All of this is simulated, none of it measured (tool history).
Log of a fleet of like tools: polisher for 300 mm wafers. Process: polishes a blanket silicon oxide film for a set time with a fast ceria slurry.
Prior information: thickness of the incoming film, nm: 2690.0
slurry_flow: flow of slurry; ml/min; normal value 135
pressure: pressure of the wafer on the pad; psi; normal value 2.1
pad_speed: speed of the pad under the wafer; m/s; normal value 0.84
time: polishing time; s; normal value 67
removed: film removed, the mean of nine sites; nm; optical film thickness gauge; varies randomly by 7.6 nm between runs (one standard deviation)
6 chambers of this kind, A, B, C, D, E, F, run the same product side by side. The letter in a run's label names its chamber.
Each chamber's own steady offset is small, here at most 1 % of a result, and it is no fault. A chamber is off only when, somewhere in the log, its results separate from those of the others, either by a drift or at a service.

run	hour	slurry_flow	pressure	pad_speed	time	removed
# hour 2.1: chamber C: head pressure recalibrated
1E	7.4	135	2.1	0.84	67	688.55
# hour 12.6: chamber C: worn pad replaced by a new one
2A	17.6	135	2.1	0.84	67	672.57
3D	24.8	135	2.1	0.84	67	706.48
# hour 35.5: chamber A: worn pad replaced by a new one
4F	36.8	135	2.1	0.84	67	695.03
5C	45.5	135	2.1	0.84	67	683.88
# hour 46.2: chamber E: worn pad replaced by a new one
# hour 54.8: chamber D: worn pad replaced by a new one
# hour 57.7: chamber F: worn pad replaced by a new one
6B	57.8	135	2.1	0.84	67	693.48
7F	70.3	135	2.1	0.84	67	673.68
8A	82.1	135	2.1	1.10	67	892.54
# hour 84.4: chamber B: worn pad replaced by a new one
9D	92.6	135	2.1	1.10	67	912.91
10C	99.5	135	2.1	1.10	67	891.82
11E	111.5	135	2.1	1.10	67	907.48
# hour 112.1: chamber C: worn pad replaced by a new one
12B	119.2	135	2.1	1.10	67	908.11
# hour 126.0: chamber A: worn pad replaced by a new one
13F	126.4	135	2.1	1.10	67	876.30
# hour 134.6: chamber E: worn pad replaced by a new one
14D	135.9	135	2.1	0.84	67	691.47
15B	145.5	135	2.1	0.84	67	691.40
# hour 148.1: chamber D: worn pad replaced by a new one
# hour 149.3: chamber F: worn pad replaced by a new one
16E	157.0	135	2.1	0.84	67	700.02
# hour 166.6: chamber A: slurry nozzle cleaned
# hour 168.3: chamber B: worn pad replaced by a new one
17C	170.2	135	2.1	0.84	67	677.77
18A	179.1	135	2.1	0.84	67	697.28
19A	185.5	110	2.1	0.84	67	659.16
20C	195.4	110	2.1	0.84	67	661.40
21B	207.0	110	2.1	0.84	67	662.11
# hour 208.1: chamber E: worn pad replaced by a new one
# hour 208.7: chamber F: slurry nozzle cleaned
# hour 217.0: chamber A: worn pad replaced by a new one
22D	220.7	110	2.1	0.84	67	648.71
# hour 221.8: chamber C: worn pad replaced by a new one
23E	231.0	110	2.1	0.84	67	651.54
# hour 232.9: chamber F: worn pad replaced by a new one
# hour 241.6: chamber D: worn pad replaced by a new one
24F	242.0	110	2.1	0.84	67	663.46
# hour 253.1: chamber B: worn pad replaced by a new one
25B	254.2	135	2.1	0.84	67	705.03
26E	266.8	135	2.1	0.84	67	696.99
# hour 277.1: chamber B: slurry nozzle cleaned
27A	278.1	135	2.1	0.84	67	715.54
28C	285.6	135	2.1	0.84	87	887.30
# hour 286.7: chamber E: worn pad replaced by a new one
29D	295.1	135	2.1	0.84	87	881.59
30F	302.3	135	2.1	0.84	87	872.99
# hour 307.9: chamber A: worn pad replaced by a new one
31F	309.0	135	2.1	0.84	87	867.98
# hour 311.1: chamber F: worn pad replaced by a new one
# hour 315.4: chamber D: worn pad replaced by a new one
32A	315.9	135	2.1	0.84	87	937.38
# hour 322.4: chamber C: slurry nozzle cleaned
33E	329.2	135	2.1	0.84	87	877.56
# hour 331.4: chamber C: worn pad replaced by a new one
# hour 331.4: chamber B: worn pad replaced by a new one
34C	335.7	135	2.1	0.84	67	695.15
35B	345.9	135	2.1	0.84	67	697.96
36D	359.3	135	2.1	0.84	67	677.31
37C	366.1	95	2.1	0.84	51	490.47
38B	372.5	95	2.1	0.84	51	487.48
39D	385.5	95	2.1	0.84	51	480.95
# hour 388.2: chamber A: worn pad replaced by a new one
40A	396.6	95	2.1	0.84	51	528.85
# hour 402.0: chamber F: worn pad replaced by a new one
41F	409.9	95	2.1	0.84	51	478.94

Which is it: a chamber that has drifted or been left off by a service, a gauge drift common to all chambers, or only each chamber's usual small offset? If a chamber is off, name it and its likeliest cause.

It is chamber A that slowly wanders off from its peers.
What lies behind it: head's pressure above its setpoint, % = 9.56.

Which of the 4 candidates below, each the usual settings with something changed and its results left as question marks, puts chamber A back in line with what the other chambers give on the usual settings?
To be in line, a result may differ from the other chambers' mean on the usual settings by at most: removed 27.00 nm
42A-1	419.7	135	2.0	0.84	64	?
42A-2	419.7	135	2.1	0.92	67	?
42A-3	419.7	135	2.1	0.84	66	?
42A-4	419.7	150	2.1	0.84	67	?

On the usual settings, the other chambers give on average: removed 686.27 nm
run	removed
42A-1	685.01
42A-2	824.29
42A-3	741.18
42A-4	766.68
With 42A-1, the chamber falls back in line with the rest.
